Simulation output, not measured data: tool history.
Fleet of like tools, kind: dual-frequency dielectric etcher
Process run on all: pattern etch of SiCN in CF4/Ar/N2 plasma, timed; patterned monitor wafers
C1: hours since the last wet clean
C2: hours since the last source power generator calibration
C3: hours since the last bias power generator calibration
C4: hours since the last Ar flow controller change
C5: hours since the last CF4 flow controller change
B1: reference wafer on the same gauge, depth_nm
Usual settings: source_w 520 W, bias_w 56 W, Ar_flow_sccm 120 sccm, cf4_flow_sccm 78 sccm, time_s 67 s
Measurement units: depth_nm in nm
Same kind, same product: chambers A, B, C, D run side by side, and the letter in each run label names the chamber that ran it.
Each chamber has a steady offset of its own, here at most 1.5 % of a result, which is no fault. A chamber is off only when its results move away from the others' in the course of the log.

run 1B hour=8 | source_w=520 bias_w=56 Ar_flow_sccm=120 cf4_flow_sccm=78 time_s=67 | C1=480.3 C2=3150.9 C3=990.5 C4=4548.3 C5=3633.3 | B1=53.55 | depth_nm=60.692
run 2D hour=18.5 | source_w=520 bias_w=56 Ar_flow_sccm=120 cf4_flow_sccm=78 time_s=67 | C1=37.3 C2=1855.6 C3=306.6 C4=715.5 C5=170.2 | B1=53.525 | depth_nm=60.244
run 3C hour=25.4 | source_w=520 bias_w=56 Ar_flow_sccm=120 cf4_flow_sccm=78 time_s=67 | C1=261.4 C2=1068.6 C3=234.1 C4=3752.4 C5=1384.9 | B1=53.458 | depth_nm=59.284
-- hour=29.4 chamber A: wet clean of the chamber
run 4A hour=35 | source_w=520 bias_w=56 Ar_flow_sccm=120 cf4_flow_sccm=78 time_s=67 | C1=5.7 C2=492.6 C3=1793 C4=2593.6 C5=42.9 | B1=53.453 | depth_nm=58.919
-- hour=45.1 chamber B: wet clean of the chamber
run 5A hour=46.5 | source_w=520 bias_w=56 Ar_flow_sccm=120 cf4_flow_sccm=78 time_s=67 | C1=17.2 C2=504.1 C3=1804.5 C4=2605.1 C5=54.4 | B1=53.481 | depth_nm=59.57
run 6D hour=62 | source_w=520 bias_w=56 Ar_flow_sccm=120 cf4_flow_sccm=78 time_s=67 | C1=80.8 C2=1899.1 C3=350.1 C4=759 C5=213.7 | B1=53.451 | depth_nm=60.023
run 7B hour=77.4 | source_w=520 bias_w=56 Ar_flow_sccm=120 cf4_flow_sccm=78 time_s=67 | C1=32.3 C2=3220.3 C3=1059.9 C4=4617.7 C5=3702.7 | B1=53.488 | depth_nm=60.104
run 8C hour=87.3 | source_w=520 bias_w=56 Ar_flow_sccm=120 cf4_flow_sccm=78 time_s=67 | C1=323.3 C2=1130.5 C3=296 C4=3814.3 C5=1446.8 | B1=53.449 | depth_nm=59.754
run 9C hour=97.6 | source_w=520 bias_w=56 Ar_flow_sccm=120 cf4_flow_sccm=78 time_s=67 | C1=333.6 C2=1140.8 C3=306.3 C4=3824.6 C5=1457.1 | B1=53.462 | depth_nm=60.029
run 10D hour=112.5 | source_w=520 bias_w=56 Ar_flow_sccm=120 cf4_flow_sccm=78 time_s=67 | C1=131.3 C2=1949.6 C3=400.6 C4=809.5 C5=264.2 | B1=53.515 | depth_nm=59.958
run 11B hour=126.7 | source_w=520 bias_w=56 Ar_flow_sccm=120 cf4_flow_sccm=78 time_s=67 | C1=81.6 C2=3269.6 C3=1109.2 C4=4667 C5=3752 | B1=53.396 | depth_nm=60.655
run 12A hour=140.2 | source_w=520 bias_w=56 Ar_flow_sccm=120 cf4_flow_sccm=78 time_s=67 | C1=110.9 C2=597.8 C3=1898.2 C4=2698.8 C5=148.1 | B1=53.441 | depth_nm=60.002
run 13B hour=148.4 | source_w=520 bias_w=56 Ar_flow_sccm=120 cf4_flow_sccm=78 time_s=67 | C1=103.3 C2=3291.3 C3=1130.9 C4=4688.7 C5=3773.7 | B1=53.491 | depth_nm=60.002
run 14C hour=156.5 | source_w=520 bias_w=56 Ar_flow_sccm=120 cf4_flow_sccm=78 time_s=67 | C1=392.5 C2=1199.7 C3=365.2 C4=3883.5 C5=1516 | B1=53.445 | depth_nm=59.705
-- hour=164.1 chamber C: wet clean of the chamber
-- hour=167.8 chamber B: CF4 flow controller replaced
run 15D hour=168.7 | source_w=520 bias_w=56 Ar_flow_sccm=120 cf4_flow_sccm=78 time_s=67 | C1=187.5 C2=2005.8 C3=456.8 C4=865.7 C5=320.4 | B1=53.55 | depth_nm=59.93
run 16A hour=180.8 | source_w=520 bias_w=56 Ar_flow_sccm=120 cf4_flow_sccm=78 time_s=67 | C1=151.5 C2=638.4 C3=1938.8 C4=2739.4 C5=188.7 | B1=53.607 | depth_nm=59.356
run 17C hour=193.5 | source_w=440 bias_w=56 Ar_flow_sccm=120 cf4_flow_sccm=78 time_s=67 | C1=29.5 C2=1236.7 C3=402.2 C4=3920.5 C5=1553 | B1=53.489 | depth_nm=51.055
run 18B hour=201.8 | source_w=440 bias_w=56 Ar_flow_sccm=120 cf4_flow_sccm=78 time_s=67 | C1=156.7 C2=3344.7 C3=1184.3 C4=4742.1 C5=34.1 | B1=53.46 | depth_nm=51.423
run 19A hour=211.4 | source_w=440 bias_w=56 Ar_flow_sccm=120 cf4_flow_sccm=78 time_s=67 | C1=182.1 C2=669 C3=1969.4 C4=2770 C5=219.3 | B1=53.486 | depth_nm=51.84
run 20D hour=225.9 | source_w=440 bias_w=56 Ar_flow_sccm=120 cf4_flow_sccm=78 time_s=67 | C1=244.7 C2=2063 C3=514 C4=922.9 C5=377.6 | B1=53.589 | depth_nm=51.648
run 21B hour=235.7 | source_w=520 bias_w=56 Ar_flow_sccm=120 cf4_flow_sccm=78 time_s=67 | C1=190.6 C2=3378.6 C3=1218.2 C4=4776 C5=68 | B1=53.494 | depth_nm=61.123
run 22A hour=250.9 | source_w=450 bias_w=46 Ar_flow_sccm=120 cf4_flow_sccm=78 time_s=67 | C1=221.6 C2=708.5 C3=2008.9 C4=2809.5 C5=258.8 | B1=53.398 | depth_nm=49.044
run 23C hour=262.7 | source_w=450 bias_w=46 Ar_flow_sccm=120 cf4_flow_sccm=78 time_s=67 | C1=98.7 C2=1305.9 C3=471.4 C4=3989.7 C5=1622.2 | B1=53.508 | depth_nm=49.589
run 24D hour=274.1 | source_w=450 bias_w=46 Ar_flow_sccm=120 cf4_flow_sccm=78 time_s=67 | C1=292.9 C2=2111.2 C3=562.2 C4=971.1 C5=425.8 | B1=53.403 | depth_nm=49.254
run 25A hour=284.7 | source_w=450 bias_w=46 Ar_flow_sccm=120 cf4_flow_sccm=78 time_s=67 | C1=255.4 C2=742.3 C3=2042.7 C4=2843.3 C5=292.6 | B1=53.453 | depth_nm=49.225
run 26B hour=292.9 | source_w=620 bias_w=56 Ar_flow_sccm=120 cf4_flow_sccm=78 time_s=59 | C1=247.8 C2=3435.8 C3=1275.4 C4=4833.2 C5=125.2 | B1=53.502 | depth_nm=61.956
run 27C hour=305.1 | source_w=620 bias_w=56 Ar_flow_sccm=120 cf4_flow_sccm=78 time_s=59 | C1=141.1 C2=1348.3 C3=513.8 C4=4032.1 C5=1664.6 | B1=53.572 | depth_nm=61.445
run 28D hour=317.2 | source_w=620 bias_w=56 Ar_flow_sccm=120 cf4_flow_sccm=78 time_s=59 | C1=336 C2=2154.3 C3=605.3 C4=1014.2 C5=468.9 | B1=53.461 | depth_nm=62.337
run 29A hour=329.5 | source_w=620 bias_w=56 Ar_flow_sccm=120 cf4_flow_sccm=78 time_s=59 | C1=300.2 C2=787.1 C3=2087.5 C4=2888.1 C5=337.4 | B1=53.477 | depth_nm=61.243
run 30D hour=340.1 | source_w=640 bias_w=66 Ar_flow_sccm=120 cf4_flow_sccm=78 time_s=67 | C1=358.9 C2=2177.2 C3=628.2 C4=1037.1 C5=491.8 | B1=53.517 | depth_nm=75.69
run 31B hour=350.3 | source_w=640 bias_w=66 Ar_flow_sccm=120 cf4_flow_sccm=78 time_s=67 | C1=305.2 C2=3493.2 C3=1332.8 C4=4890.6 C5=182.6 | B1=53.461 | depth_nm=76.653
run 32C hour=365.8 | source_w=640 bias_w=66 Ar_flow_sccm=120 cf4_flow_sccm=78 time_s=67 | C1=201.8 C2=1409 C3=574.5 C4=4092.8 C5=1725.3 | B1=53.523 | depth_nm=75.022
run 33C hour=376.7 | source_w=640 bias_w=66 Ar_flow_sccm=120 cf4_flow_sccm=78 time_s=67 | C1=212.7 C2=1419.9 C3=585.4 C4=4103.7 C5=1736.2 | B1=53.467 | depth_nm=75.706
run 34D hour=385 | source_w=520 bias_w=56 Ar_flow_sccm=120 cf4_flow_sccm=78 time_s=67 | C1=403.8 C2=2222.1 C3=673.1 C4=1082 C5=536.7 | B1=53.485 | depth_nm=59.789
run 35B hour=391.8 | source_w=640 bias_w=63 Ar_flow_sccm=120 cf4_flow_sccm=78 time_s=67 | C1=346.7 C2=3534.7 C3=1374.3 C4=4932.1 C5=224.1 | B1=53.599 | depth_nm=75.094

Predict what each chamber gives when all 4 of them run the settings below next.
run 36A hour=403.1 | source_w=520 bias_w=56 Ar_flow_sccm=120 cf4_flow_sccm=78 time_s=67 | depth_nm=?
run 36B hour=403.1 | source_w=520 bias_w=56 Ar_flow_sccm=120 cf4_flow_sccm=78 time_s=67 | depth_nm=?
run 36C hour=403.1 | source_w=520 bias_w=56 Ar_flow_sccm=120 cf4_flow_sccm=78 time_s=67 | depth_nm=?
run 36D hour=403.1 | source_w=520 bias_w=56 Ar_flow_sccm=120 cf4_flow_sccm=78 time_s=67 | depth_nm=?

run=36A depth_nm=59.722
run=36B depth_nm=59.733
run=36C depth_nm=59.803
run=36D depth_nm=59.507

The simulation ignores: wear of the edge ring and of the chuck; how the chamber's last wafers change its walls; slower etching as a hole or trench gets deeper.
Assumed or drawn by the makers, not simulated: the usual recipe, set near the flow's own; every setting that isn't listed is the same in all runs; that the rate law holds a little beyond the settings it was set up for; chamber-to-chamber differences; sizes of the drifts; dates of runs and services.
